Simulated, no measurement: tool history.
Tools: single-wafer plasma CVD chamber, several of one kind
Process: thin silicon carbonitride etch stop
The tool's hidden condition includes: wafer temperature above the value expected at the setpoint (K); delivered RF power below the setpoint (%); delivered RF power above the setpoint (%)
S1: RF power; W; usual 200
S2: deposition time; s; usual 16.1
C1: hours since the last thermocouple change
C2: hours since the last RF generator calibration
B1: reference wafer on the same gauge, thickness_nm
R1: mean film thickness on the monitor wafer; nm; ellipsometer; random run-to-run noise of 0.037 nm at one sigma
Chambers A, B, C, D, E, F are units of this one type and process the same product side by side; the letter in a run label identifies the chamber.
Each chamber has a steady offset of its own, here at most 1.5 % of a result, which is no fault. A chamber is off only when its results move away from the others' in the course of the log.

{"run": "1D", "day": 0.246, "S1": 200, "S2": 16.1, "C1": 1872.3, "C2": 1756.9, "B1": 7.4372, "R1": 9.138}
{"run": "2C", "day": 0.571, "S1": 200, "S2": 16.1, "C1": 613.6, "C2": 284.8, "B1": 7.4427, "R1": 9.2793}
{"run": "3B", "day": 0.846, "S1": 200, "S2": 16.1, "C1": 310.7, "C2": 455.1, "B1": 7.4451, "R1": 9.2854}
{"run": "4A", "day": 1.342, "S1": 200, "S2": 16.1, "C1": 1001.1, "C2": 1557.4, "B1": 7.4349, "R1": 9.0834}
{"run": "5E", "day": 1.758, "S1": 200, "S2": 13, "C1": 131.5, "C2": 136, "B1": 7.4375, "R1": 7.4523}
{"run": "6F", "day": 2.271, "S1": 200, "S2": 13, "C1": 917.6, "C2": 299.1, "B1": 7.4387, "R1": 7.443}
{"run": "7C", "day": 2.683, "S1": 200, "S2": 13, "C1": 664.3, "C2": 335.5, "B1": 7.4431, "R1": 7.4803}
{"run": "8B", "day": 3.071, "S1": 200, "S2": 13, "C1": 364.1, "C2": 508.5, "B1": 7.4336, "R1": 7.4735}
{"run": "9D", "day": 3.421, "S1": 200, "S2": 13, "C1": 1948.5, "C2": 1833.1, "B1": 7.4389, "R1": 7.4153}
{"run": "10A", "day": 3.933, "S1": 200, "S2": 13, "C1": 1063.3, "C2": 1619.6, "B1": 7.437, "R1": 7.3092}
{"run": "11F", "day": 4.358, "S1": 200, "S2": 16.1, "C1": 967.7, "C2": 349.2, "B1": 7.4469, "R1": 9.1884}
{"run": "12E", "day": 4.862, "S1": 200, "S2": 16.1, "C1": 206, "C2": 210.5, "B1": 7.4435, "R1": 9.1959}
{"run": "13C", "day": 5.2, "S1": 200, "S2": 16.1, "C1": 724.7, "C2": 395.9, "B1": 7.4376, "R1": 9.2876}
{"day": 5.446, "done": "chamber A: thermocouple changed; heater temperature recalibrated"}
{"run": "14E", "day": 5.717, "S1": 200, "S2": 16.1, "C1": 226.5, "C2": 231, "B1": 7.4359, "R1": 9.1655}
{"run": "15B", "day": 6.221, "S1": 200, "S2": 16.1, "C1": 439.7, "C2": 584.1, "B1": 7.4399, "R1": 9.2655}
{"run": "16A", "day": 6.625, "S1": 175, "S2": 13.3, "C1": 28.4, "C2": 1684.2, "B1": 7.4338, "R1": 7.1945}
{"run": "17F", "day": 6.888, "S1": 175, "S2": 13.3, "C1": 1028.4, "C2": 409.9, "B1": 7.4389, "R1": 7.285}
{"day": 7.067, "done": "chamber A: RF generator calibrated"}
{"run": "18D", "day": 7.379, "S1": 175, "S2": 13.3, "C1": 2043.5, "C2": 1928.1, "B1": 7.4339, "R1": 7.2874}
{"run": "19F", "day": 7.862, "S1": 175, "S2": 13.3, "C1": 1051.8, "C2": 433.3, "B1": 7.4397, "R1": 7.289}
{"run": "20C", "day": 8.15, "S1": 175, "S2": 13.3, "C1": 795.5, "C2": 466.7, "B1": 7.4384, "R1": 7.4467}
{"run": "21A", "day": 8.4, "S1": 175, "S2": 13.3, "C1": 71, "C2": 32, "B1": 7.4314, "R1": 7.2306}
{"run": "22E", "day": 8.75, "S1": 200, "S2": 16.1, "C1": 299.3, "C2": 303.8, "B1": 7.4395, "R1": 9.182}
{"run": "23D", "day": 9.212, "S1": 200, "S2": 16.1, "C1": 2087.5, "C2": 1972.1, "B1": 7.4437, "R1": 9.1603}
{"run": "24B", "day": 9.512, "S1": 200, "S2": 16.1, "C1": 518.7, "C2": 663.1, "B1": 7.4444, "R1": 9.3508}
{"run": "25D", "day": 9.867, "S1": 200, "S2": 16.1, "C1": 2103.2, "C2": 1987.8, "B1": 7.4397, "R1": 9.1407}
{"run": "26A", "day": 10.221, "S1": 200, "S2": 16.1, "C1": 114.7, "C2": 75.7, "B1": 7.4409, "R1": 9.177}
{"run": "27B", "day": 10.696, "S1": 200, "S2": 16.1, "C1": 547.1, "C2": 691.5, "B1": 7.4381, "R1": 9.2769}
{"run": "28F", "day": 10.979, "S1": 200, "S2": 16.1, "C1": 1126.6, "C2": 508.1, "B1": 7.4413, "R1": 9.1541}
{"run": "29C", "day": 11.383, "S1": 200, "S2": 16.1, "C1": 873.1, "C2": 544.3, "B1": 7.4305, "R1": 9.2441}
{"run": "30E", "day": 11.679, "S1": 200, "S2": 14.4, "C1": 369.6, "C2": 374.1, "B1": 7.4407, "R1": 8.1983}
{"run": "31A", "day": 12.038, "S1": 200, "S2": 14.4, "C1": 158.3, "C2": 119.3, "B1": 7.4394, "R1": 8.1577}
{"run": "32C", "day": 12.504, "S1": 200, "S2": 14.4, "C1": 900, "C2": 571.2, "B1": 7.4375, "R1": 8.2856}
{"run": "33D", "day": 12.879, "S1": 200, "S2": 14.4, "C1": 2175.5, "C2": 2060.1, "B1": 7.436, "R1": 8.1369}
{"run": "34B", "day": 13.358, "S1": 200, "S2": 14.4, "C1": 611, "C2": 755.4, "B1": 7.4398, "R1": 8.3087}
{"run": "35F", "day": 13.879, "S1": 200, "S2": 14.4, "C1": 1196.2, "C2": 577.7, "B1": 7.4376, "R1": 8.1392}
{"run": "36E", "day": 14.208, "S1": 215, "S2": 13.6, "C1": 430.3, "C2": 434.8, "B1": 7.4383, "R1": 7.9797}
{"run": "37F", "day": 14.7, "S1": 215, "S2": 13.6, "C1": 1215.9, "C2": 597.4, "B1": 7.4385, "R1": 7.8903}
{"run": "38E", "day": 15.029, "S1": 215, "S2": 13.6, "C1": 450, "C2": 454.5, "B1": 7.4387, "R1": 7.9735}
{"run": "39D", "day": 15.379, "S1": 215, "S2": 13.6, "C1": 2235.5, "C2": 2120.1, "B1": 7.4341, "R1": 7.873}

Read the log: is a single chamber off, either drifting away or since a service, is the gauge that measures every chamber drifting, or is nothing wrong beyond small per-chamber offsets? Name any odd chamber and what most likely caused it.

No chamber stands off beyond its own small offset, and the gauge holds steady.
